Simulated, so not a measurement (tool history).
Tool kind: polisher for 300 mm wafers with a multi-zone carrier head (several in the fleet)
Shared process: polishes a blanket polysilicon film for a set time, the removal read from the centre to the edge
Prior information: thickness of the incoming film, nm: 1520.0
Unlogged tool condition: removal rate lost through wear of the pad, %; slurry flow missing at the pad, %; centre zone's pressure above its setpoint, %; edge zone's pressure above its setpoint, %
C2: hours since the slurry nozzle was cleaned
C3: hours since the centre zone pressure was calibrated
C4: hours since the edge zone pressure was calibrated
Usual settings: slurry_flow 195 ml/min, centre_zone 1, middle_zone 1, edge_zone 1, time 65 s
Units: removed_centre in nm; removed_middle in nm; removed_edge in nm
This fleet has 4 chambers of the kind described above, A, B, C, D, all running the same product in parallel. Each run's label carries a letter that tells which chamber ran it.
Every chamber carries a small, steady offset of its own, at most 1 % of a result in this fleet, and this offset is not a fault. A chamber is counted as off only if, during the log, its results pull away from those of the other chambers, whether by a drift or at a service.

run 1C hour=8.3 | slurry_flow=195 centre_zone=1 middle_zone=1 edge_zone=1 time=65 | wafers_polished_on_this_pad=420 C2=223.6 C3=282.9 C4=1169.2 | removed_centre=373.73 removed_middle=379.93 removed_edge=376.58
run 2A hour=21 | slurry_flow=195 centre_zone=1 middle_zone=1 edge_zone=1 time=65 | wafers_polished_on_this_pad=341 C2=243.9 C3=617.9 C4=232.3 | removed_centre=375.38 removed_middle=378.93 removed_edge=374.68
run 3D hour=32.7 | slurry_flow=195 centre_zone=1 middle_zone=1 edge_zone=1 time=65 | wafers_polished_on_this_pad=377 C2=276 C3=122.9 C4=143.6 | removed_centre=379.38 removed_middle=378.83 removed_edge=381.1
run 4B hour=40.4 | slurry_flow=195 centre_zone=1 middle_zone=1 edge_zone=1 time=65 | wafers_polished_on_this_pad=444 C2=64.4 C3=59 C4=343.4 | removed_centre=377.03 removed_middle=375.07 removed_edge=380.7
-- hour=43.5 chamber C: worn pad replaced by a new one
run 5A hour=47.5 | slurry_flow=195 centre_zone=1 middle_zone=1 edge_zone=1 time=65 | wafers_polished_on_this_pad=609 C2=270.4 C3=644.4 C4=258.8 | removed_centre=370.96 removed_middle=376.75 removed_edge=377.29
run 6D hour=58.8 | slurry_flow=195 centre_zone=1 middle_zone=1 edge_zone=1 time=65 | wafers_polished_on_this_pad=641 C2=302.1 C3=149 C4=169.7 | removed_centre=370.19 removed_middle=376 removed_edge=382.96
run 7B hour=66.1 | slurry_flow=195 centre_zone=1 middle_zone=1 edge_zone=1 time=65 | wafers_polished_on_this_pad=703 C2=90.1 C3=84.7 C4=369.1 | removed_centre=371.79 removed_middle=375.36 removed_edge=379.35
-- hour=68.6 chamber B: worn pad replaced by a new one
run 8C hour=78.8 | slurry_flow=195 centre_zone=1 middle_zone=1 edge_zone=1 time=65 | wafers_polished_on_this_pad=356 C2=294.1 C3=353.4 C4=1239.7 | removed_centre=373.81 removed_middle=379.17 removed_edge=374.54
-- hour=82.2 chamber A: worn pad replaced by a new one
run 9C hour=89.6 | slurry_flow=195 centre_zone=1 middle_zone=1 edge_zone=1 time=65 | wafers_polished_on_this_pad=465 C2=304.9 C3=364.2 C4=1250.5 | removed_centre=384.04 removed_middle=372.23 removed_edge=374
run 10A hour=96.1 | slurry_flow=195 centre_zone=1 middle_zone=1 edge_zone=1 time=65 | wafers_polished_on_this_pad=140 C2=319 C3=693 C4=307.4 | removed_centre=382.47 removed_middle=372.52 removed_edge=380.93
run 11B hour=104 | slurry_flow=195 centre_zone=1 middle_zone=1 edge_zone=1 time=65 | wafers_polished_on_this_pad=358 C2=128 C3=122.6 C4=407 | removed_centre=375.66 removed_middle=373.85 removed_edge=386.21
-- hour=105.2 chamber D: worn pad replaced by a new one
-- hour=108.8 chamber C: worn pad replaced by a new one
-- hour=114.5 chamber C: edge zone pressure recalibrated
run 12D hour=116.3 | slurry_flow=195 centre_zone=1 middle_zone=1.09 edge_zone=1 time=82 | wafers_polished_on_this_pad=112 C2=359.6 C3=206.5 C4=227.2 | removed_centre=472.42 removed_middle=518.16 removed_edge=475.92
-- hour=122.4 chamber C: centre zone pressure recalibrated
run 13C hour=126 | slurry_flow=195 centre_zone=1 middle_zone=1.09 edge_zone=1 time=82 | wafers_polished_on_this_pad=174 C2=341.3 C3=3.7 C4=11.6 | removed_centre=470.9 removed_middle=512.72 removed_edge=469.96
run 14A hour=134.1 | slurry_flow=195 centre_zone=1 middle_zone=1.09 edge_zone=1 time=82 | wafers_polished_on_this_pad=524 C2=357 C3=731 C4=345.4 | removed_centre=485.19 removed_middle=515.48 removed_edge=469.51
-- hour=139.1 chamber B: worn pad replaced by a new one
run 15D hour=143.8 | slurry_flow=195 centre_zone=1 middle_zone=1.09 edge_zone=1 time=82 | wafers_polished_on_this_pad=389 C2=387.1 C3=234 C4=254.7 | removed_centre=476.97 removed_middle=518.78 removed_edge=473.1
run 16B hour=151.2 | slurry_flow=195 centre_zone=1 middle_zone=1 edge_zone=1 time=65 | wafers_polished_on_this_pad=122 C2=175.2 C3=169.8 C4=454.2 | removed_centre=374.46 removed_middle=378.75 removed_edge=379
run 17A hour=157.9 | slurry_flow=195 centre_zone=1 middle_zone=1 edge_zone=1 time=65 | wafers_polished_on_this_pad=764 C2=380.8 C3=754.8 C4=369.2 | removed_centre=374.15 removed_middle=377.92 removed_edge=380.01
run 18C hour=164.9 | slurry_flow=195 centre_zone=1 middle_zone=1 edge_zone=1 time=65 | wafers_polished_on_this_pad=567 C2=380.2 C3=42.6 C4=50.5 | removed_centre=377.98 removed_middle=369.78 removed_edge=378.75
run 19D hour=176.9 | slurry_flow=195 centre_zone=1 middle_zone=1 edge_zone=1 time=65 | wafers_polished_on_this_pad=723 C2=420.2 C3=267.1 C4=287.8 | removed_centre=376.93 removed_middle=376.42 removed_edge=369.66
-- hour=182.9 chamber C: worn pad replaced by a new one
-- hour=187.3 chamber A: worn pad replaced by a new one
run 20B hour=188 | slurry_flow=195 centre_zone=1 middle_zone=1 edge_zone=1 time=65 | wafers_polished_on_this_pad=494 C2=212 C3=206.6 C4=491 | removed_centre=377.72 removed_middle=377.12 removed_edge=378.58
run 21A hour=194.5 | slurry_flow=195 centre_zone=1 middle_zone=1 edge_zone=1 time=65 | wafers_polished_on_this_pad=73 C2=417.4 C3=791.4 C4=405.8 | removed_centre=374.59 removed_middle=376.36 removed_edge=379.48
run 22C hour=202.6 | slurry_flow=195 centre_zone=1 middle_zone=1 edge_zone=1 time=65 | wafers_polished_on_this_pad=199 C2=417.9 C3=80.3 C4=88.2 | removed_centre=373.46 removed_middle=372.19 removed_edge=379.87
-- hour=205.7 chamber A: edge zone pressure recalibrated
run 23B hour=208.7 | slurry_flow=130 centre_zone=1 middle_zone=1 edge_zone=1.06 time=65 | wafers_polished_on_this_pad=703 C2=232.7 C3=227.3 C4=511.7 | removed_centre=350.94 removed_middle=345.72 removed_edge=365.12
-- hour=217 chamber D: worn pad replaced by a new one
run 24D hour=219.4 | slurry_flow=130 centre_zone=1 middle_zone=1 edge_zone=1.06 time=65 | wafers_polished_on_this_pad=24 C2=462.7 C3=309.6 C4=330.3 | removed_centre=348.61 removed_middle=353.74 removed_edge=372.96
-- hour=222 chamber B: worn pad replaced by a new one
run 25A hour=225.9 | slurry_flow=130 centre_zone=1 middle_zone=1 edge_zone=1.06 time=65 | wafers_polished_on_this_pad=390 C2=448.8 C3=822.8 C4=20.3 | removed_centre=347.91 removed_middle=350.48 removed_edge=368.52
run 26B hour=237.4 | slurry_flow=130 centre_zone=1 middle_zone=1 edge_zone=1.06 time=65 | wafers_polished_on_this_pad=156 C2=261.4 C3=256 C4=540.4 | removed_centre=344.84 removed_middle=346.21 removed_edge=372.39
run 27D hour=246.1 | slurry_flow=195 centre_zone=1 middle_zone=1 edge_zone=1 time=65 | wafers_polished_on_this_pad=294 C2=489.4 C3=336.3 C4=357 | removed_centre=376.1 removed_middle=373.89 removed_edge=381.27
-- hour=247.1 chamber C: worn pad replaced by a new one
run 28C hour=254.9 | slurry_flow=195 centre_zone=1 middle_zone=1 edge_zone=1 time=65 | wafers_polished_on_this_pad=79 C2=470.2 C3=132.6 C4=140.5 | removed_centre=378.83 removed_middle=374.9 removed_edge=382.48
run 29D hour=261.1 | slurry_flow=195 centre_zone=1 middle_zone=1 edge_zone=1 time=65 | wafers_polished_on_this_pad=445 C2=504.4 C3=351.3 C4=372 | removed_centre=373.84 removed_middle=376.14 removed_edge=376.38
run 30A hour=271 | slurry_flow=195 centre_zone=1 middle_zone=1 edge_zone=1 time=65 | wafers_polished_on_this_pad=845 C2=493.9 C3=867.9 C4=65.4 | removed_centre=364.87 removed_middle=375.23 removed_edge=369.14
run 31B hour=277.9 | slurry_flow=195 centre_zone=1 middle_zone=1 edge_zone=1 time=65 | wafers_polished_on_this_pad=565 C2=301.9 C3=296.5 C4=580.9 | removed_centre=381.37 removed_middle=371.7 removed_edge=373.33
-- hour=282 chamber C: slurry nozzle cleaned
run 32C hour=288.4 | slurry_flow=195 centre_zone=1 middle_zone=1 edge_zone=1 time=65 | wafers_polished_on_this_pad=417 C2=6.5 C3=166.1 C4=174 | removed_centre=375.49 removed_middle=374.23 removed_edge=374.14
run 33C hour=295.7 | slurry_flow=195 centre_zone=1 middle_zone=1 edge_zone=1 time=65 | wafers_polished_on_this_pad=491 C2=13.8 C3=173.4 C4=181.3 | removed_centre=374.84 removed_middle=378.25 removed_edge=369.06
-- hour=299.1 chamber B: worn pad replaced by a new one
run 34B hour=303.8 | slurry_flow=195 centre_zone=1 middle_zone=1 edge_zone=1 time=65 | wafers_polished_on_this_pad=48 C2=327.8 C3=322.4 C4=606.8 | removed_centre=365.77 removed_middle=371.34 removed_edge=376.45
-- hour=307.9 chamber A: worn pad replaced by a new one
run 35A hour=309.9 | slurry_flow=195 centre_zone=1 middle_zone=1 edge_zone=1 time=65 | wafers_polished_on_this_pad=20 C2=532.8 C3=906.8 C4=104.3 | removed_centre=369.85 removed_middle=376.73 removed_edge=379.86
run 36D hour=316.9 | slurry_flow=195 centre_zone=1 middle_zone=1 edge_zone=1 time=65 | wafers_polished_on_this_pad=1009 C2=560.2 C3=407.1 C4=427.8 | removed_centre=367.79 removed_middle=375.69 removed_edge=375.24
run 37D hour=323.1 | slurry_flow=195 centre_zone=1 middle_zone=0.95 edge_zone=1 time=65 | wafers_polished_on_this_pad=1071 C2=566.4 C3=413.3 C4=434 | removed_centre=376.86 removed_middle=360.99 removed_edge=378.98
-- hour=324.8 chamber C: worn pad replaced by a new one
-- hour=326.3 chamber D: worn pad replaced by a new one
run 38B hour=330.6 | slurry_flow=195 centre_zone=1 middle_zone=0.95 edge_zone=1 time=65 | wafers_polished_on_this_pad=318 C2=354.6 C3=349.2 C4=633.6 | removed_centre=382.78 removed_middle=359.91 removed_edge=375.06
run 39A hour=342.7 | slurry_flow=195 centre_zone=1 middle_zone=0.95 edge_zone=1 time=65 | wafers_polished_on_this_pad=351 C2=565.6 C3=939.6 C4=137.1 | removed_centre=385.99 removed_middle=359.66 removed_edge=372.73
run 40C hour=351.8 | slurry_flow=195 centre_zone=1 middle_zone=0.95 edge_zone=1 time=65 | wafers_polished_on_this_pad=273 C2=69.9 C3=229.5 C4=237.4 | removed_centre=373.38 removed_middle=362.59 removed_edge=381.21
run 41D hour=364.1 | slurry_flow=195 centre_zone=1 middle_zone=1 edge_zone=1 time=65 | wafers_polished_on_this_pad=381 C2=607.4 C3=454.3 C4=475 | removed_centre=379.58 removed_middle=374.07 removed_edge=380.89

Does one chamber stand apart from the rest, does the shared gauge drift, or is all well apart from small per-chamber offsets? Give the chamber and the most likely cause, where there is one.

All chambers stay in line apart from their small fixed offsets, and the gauge does not drift.
